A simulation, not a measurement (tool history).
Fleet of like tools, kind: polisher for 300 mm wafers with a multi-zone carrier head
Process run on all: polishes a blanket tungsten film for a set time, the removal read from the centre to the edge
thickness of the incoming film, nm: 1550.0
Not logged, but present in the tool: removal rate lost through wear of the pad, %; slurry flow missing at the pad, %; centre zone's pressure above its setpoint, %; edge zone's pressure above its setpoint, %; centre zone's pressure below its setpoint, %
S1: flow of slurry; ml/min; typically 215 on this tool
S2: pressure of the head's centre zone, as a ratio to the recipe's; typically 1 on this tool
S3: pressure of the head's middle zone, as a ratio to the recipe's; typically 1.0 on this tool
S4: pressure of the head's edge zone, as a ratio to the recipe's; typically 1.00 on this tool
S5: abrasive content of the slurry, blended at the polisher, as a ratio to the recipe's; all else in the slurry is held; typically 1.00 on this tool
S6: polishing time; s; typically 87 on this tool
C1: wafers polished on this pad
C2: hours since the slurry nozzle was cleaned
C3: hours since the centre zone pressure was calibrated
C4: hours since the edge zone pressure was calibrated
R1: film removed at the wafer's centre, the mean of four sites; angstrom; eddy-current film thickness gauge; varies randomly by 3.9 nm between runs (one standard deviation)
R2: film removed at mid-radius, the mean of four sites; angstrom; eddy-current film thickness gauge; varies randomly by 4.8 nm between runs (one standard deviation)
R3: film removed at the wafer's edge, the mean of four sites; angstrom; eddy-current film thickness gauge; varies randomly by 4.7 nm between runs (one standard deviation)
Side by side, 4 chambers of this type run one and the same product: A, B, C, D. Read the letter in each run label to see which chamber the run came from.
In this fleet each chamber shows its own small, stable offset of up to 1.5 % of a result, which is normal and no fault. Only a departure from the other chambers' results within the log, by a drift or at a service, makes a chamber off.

run,hour,S1,S2,S3,S4,S5,S6,C1,C2,C3,C4,R1,R2,R3
1C,4.8,215,1,1.0,1.00,1.00,87,522,120.4,151.5,257.2,3958.7,4015.5,4015.9
# hour 11.9: chamber A: worn pad replaced by a new one
2A,12.6,215,1,1.0,1.00,1.00,87,9,461.1,882.6,618.4,3961.3,4050.6,3922.6
3B,17.5,215,1,1.0,1.00,1.00,87,741,562.0,939.7,767.0,3958.0,3960.7,4041.0
4D,23.8,215,1,1.0,1.00,1.00,87,631,629.1,73.3,883.7,4010.8,3973.6,4007.3
5B,28.9,215,1,1.0,0.89,1.00,87,880,573.4,951.1,778.4,3860.5,3949.2,3723.4
6C,37.0,215,1,1.0,0.89,1.00,87,914,152.6,183.7,289.4,4025.1,4028.6,3712.4
7D,47.4,215,1,1.0,0.89,1.00,87,918,652.7,96.9,907.3,4070.0,4041.8,3730.9
8A,54.6,215,1,1.0,0.89,1.00,87,520,503.1,924.6,660.4,3956.8,3981.3,3865.7
# hour 59.1: chamber B: slurry nozzle cleaned
9B,62.3,215,1,1.0,1.00,1.00,87,1286,3.2,984.5,811.8,3871.7,3910.6,4002.8
# hour 65.5: chamber B: centre zone pressure recalibrated
10D,67.4,215,1,1.0,1.00,1.00,87,1161,672.7,116.9,927.3,3877.3,3925.5,3899.3
11A,76.8,270,1,1.0,1.00,1.15,87,790,525.3,946.8,682.6,4181.2,4224.0,4165.2
# hour 78.7: chamber D: slurry nozzle cleaned
# hour 81.9: chamber A: worn pad replaced by a new one
# hour 84.0: chamber C: worn pad replaced by a new one
12C,85.3,270,1,1.0,1.00,1.15,87,15,200.9,232.0,337.7,4228.6,4261.2,4171.3
# hour 90.5: chamber D: worn pad replaced by a new one
13D,94.6,270,1,1.0,1.00,1.15,87,50,16.0,144.1,954.5,4167.7,4230.9,4063.0
# hour 96.3: chamber D: edge zone pressure recalibrated
14C,102.6,270,1,1.0,1.00,1.15,87,226,218.2,249.3,355.0,4333.0,4293.3,4189.2
15A,108.9,215,1,1.0,1.00,1.00,87,329,557.4,978.9,714.7,3958.5,4018.1,4054.5
# hour 111.9: chamber A: slurry nozzle cleaned
16B,114.4,215,1,1.0,1.00,1.00,87,1920,55.3,48.9,863.9,3793.3,3824.6,3897.6
17B,123.8,215,1,1.0,1.00,1.00,87,2035,64.7,58.3,873.3,3796.1,3853.4,3900.7
18D,130.9,215,1,1.0,1.00,1.00,87,492,52.3,180.4,34.7,3941.7,4054.2,3930.7
19C,140.9,215,1,1.0,1.00,1.00,87,692,256.5,287.6,393.3,4015.4,3969.7,3990.5
20A,146.2,215,1,1.0,1.00,1.00,87,783,34.3,1016.2,752.0,3963.2,3991.2,3964.2
# hour 149.9: chamber A: worn pad replaced by a new one
21B,155.2,215,1,1.0,1.00,1.00,87,2417,96.1,89.7,904.7,3759.5,3790.7,3830.9
# hour 157.0: chamber C: edge zone pressure recalibrated
22D,163.9,215,1,1.0,1.00,1.00,87,893,85.3,213.4,67.7,4040.9,3986.8,3988.5
23A,171.0,215,1,1.0,1.00,1.00,87,257,59.1,1041.0,776.8,3938.4,4003.8,4002.1
24C,181.5,215,1,1.0,1.00,1.00,87,1186,297.1,328.2,24.5,3997.8,4039.9,3863.3
25D,189.4,215,1,1.0,1.00,1.00,87,1204,110.8,238.9,93.2,3936.7,4050.0,3974.5
# hour 196.6: chamber A: centre zone pressure recalibrated
26B,196.6,215,1,1.0,1.00,1.00,87,2921,137.5,131.1,946.1,3773.2,3747.0,3774.4
# hour 198.6: chamber C: worn pad replaced by a new one
# hour 203.2: chamber C: centre zone pressure recalibrated
27C,205.1,215,1,1.0,0.95,1.00,87,79,320.7,2.0,48.1,3952.2,4035.8,3919.3
# hour 208.0: chamber D: worn pad replaced by a new one
28A,209.8,215,1,1.0,0.95,1.00,87,730,97.9,13.2,815.6,3918.5,4016.3,3896.5
# hour 215.6: chamber A: worn pad replaced by a new one
29C,218.7,215,1,1.0,0.95,1.00,87,244,334.3,15.6,61.7,4033.5,4025.9,3797.1
30A,228.8,215,1,1.0,0.95,1.00,87,161,116.9,32.2,834.6,3926.6,3951.0,3840.3
31D,238.7,285,1,1.1,1.00,1.00,87,374,160.1,288.2,142.5,4132.6,4520.8,4021.8
32B,243.7,285,1,1.1,1.00,1.00,87,3494,184.6,178.2,993.2,3749.6,4107.5,3760.2
# hour 248.4: chamber C: slurry nozzle cleaned
33A,251.4,285,1,1.1,1.00,1.00,87,436,139.5,54.8,857.2,4133.6,4438.6,4061.7
34B,257.7,285,1,1.1,1.00,1.00,87,3664,198.6,192.2,1007.2,3768.3,4115.0,3783.2
35C,265.2,215,1,1.0,1.00,1.00,87,810,16.8,62.1,108.2,4007.1,3966.1,3937.7
36D,270.9,215,1,1.0,1.00,1.00,87,766,192.3,320.4,174.7,4016.8,3963.3,3975.6
37C,277.6,215,1,1.0,1.00,1.00,87,961,29.2,74.5,120.6,3968.4,3920.7,3983.6
# hour 281.9: chamber A: edge zone pressure recalibrated
38A,283.5,215,1,1.0,1.00,1.00,87,826,171.6,86.9,1.6,4026.0,3913.6,4056.3
# hour 285.9: chamber A: worn pad replaced by a new one
39D,290.7,215,1,1.0,1.00,1.00,87,1007,212.1,340.2,194.5,3975.4,4059.2,3888.7
40B,297.7,215,1,1.0,1.00,1.00,87,4151,238.6,232.2,1047.2,3587.7,3570.3,3594.2
41A,302.6,215,1,1.0,1.00,1.00,87,203,190.7,106.0,20.7,3992.7,3915.1,4054.8

The same settings go to every chamber for the next run, one line per chamber below. Forecast the results for each:
42A,310.4,215,1,1.0,0.93,1.00,87,,,,,?,?,?
42B,310.4,215,1,1.0,0.93,1.00,87,,,,,?,?,?
42C,310.4,215,1,1.0,0.93,1.00,87,,,,,?,?,?
42D,310.4,215,1,1.0,0.93,1.00,87,,,,,?,?,?

run,R1,R2,R3
42A,3927.8,3977.0,3822.2
42B,3514.5,3501.4,3496.0
42C,3942.9,3929.7,3801.9
42D,3966.3,4058.5,3757.4

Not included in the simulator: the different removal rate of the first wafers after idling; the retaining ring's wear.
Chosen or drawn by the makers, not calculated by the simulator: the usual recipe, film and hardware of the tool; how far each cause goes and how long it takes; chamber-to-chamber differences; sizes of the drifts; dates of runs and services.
